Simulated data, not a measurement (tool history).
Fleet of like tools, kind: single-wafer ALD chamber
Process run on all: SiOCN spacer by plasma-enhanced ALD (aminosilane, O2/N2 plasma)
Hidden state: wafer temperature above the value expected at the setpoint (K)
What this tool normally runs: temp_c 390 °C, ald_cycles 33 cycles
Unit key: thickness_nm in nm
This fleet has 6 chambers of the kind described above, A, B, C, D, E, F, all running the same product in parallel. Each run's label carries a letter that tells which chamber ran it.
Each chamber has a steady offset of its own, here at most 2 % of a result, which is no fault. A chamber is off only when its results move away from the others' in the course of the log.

run	hour	temp_c	ald_cycles	hours since the last thermocouple change	read-back reference wafer on the same gauge, thickness_nm	thickness_nm
1C	7.1	390	33	865.9	1.6697	2.0098
2A	18.3	390	33	1338.9	1.669	1.9999
3E	30.2	390	33	670.2	1.6695	1.953
4F	44.6	390	33	2075.4	1.67	1.9689
5D	53.4	390	33	1190.4	1.6723	1.9985
6B	61.1	377	27	292.9	1.6701	1.6206
# hour 66.3: chamber F: thermocouple changed; heater temperature recalibrated
7B	74.1	377	27	305.9	1.6689	1.6016
8C	81.7	377	27	940.5	1.671	1.6436
9A	94.6	377	27	1415.2	1.6713	1.6447
10F	107.6	377	27	41.4	1.6687	1.6212
11E	121.4	377	27	761.4	1.6689	1.5987
12D	131	390	33	1268	1.6669	2.0057
13D	138.8	390	33	1275.8	1.6711	1.9999
14E	150.4	390	33	790.4	1.669	1.9658
15B	158.2	399	36	390	1.67	2.1834
16F	164.9	399	36	98.7	1.6711	2.147
17C	175.2	399	36	1034	1.6703	2.1798
18A	183.9	399	36	1504.5	1.6689	2.1826
19A	196.1	399	36	1516.7	1.6701	2.1797
20B	210.9	399	36	442.7	1.6697	2.1791
21C	225.9	390	33	1084.7	1.6692	2.0067
22E	235.8	390	33	875.8	1.6698	1.9608
23D	242.8	399	39	1379.8	1.6695	2.3371
24F	252	399	39	185.8	1.6668	2.3333
25C	259.2	399	39	1118	1.6692	2.362
26F	270	399	39	203.8	1.6714	2.315
27E	283.4	399	39	923.4	1.6684	2.3329
28A	292.9	399	39	1613.5	1.67	2.3392
29D	304.4	390	33	1441.4	1.6715	1.9832
30B	315.3	390	36	547.1	1.6678	2.1796
31D	325.7	390	36	1462.7	1.6674	2.1599
32A	338.9	390	36	1659.5	1.6707	2.1755
33F	351.2	390	36	285	1.6705	2.1499
# hour 357.5: chamber C: thermocouple changed; heater temperature recalibrated
34E	359.6	390	36	999.6	1.6696	2.1385
35C	366.4	390	36	8.9	1.6675	2.1994
36B	380.1	390	33	611.9	1.6698	1.978
37C	390.9	390	33	33.4	1.671	2.0094

Has any chamber moved away from the others, gradually or after a service, or does the common gauge drift, or do the chambers differ only by their own small steady offsets? State the chamber and the most likely cause if one applies.

No chamber stands off beyond its own small offset, and the gauge holds steady.
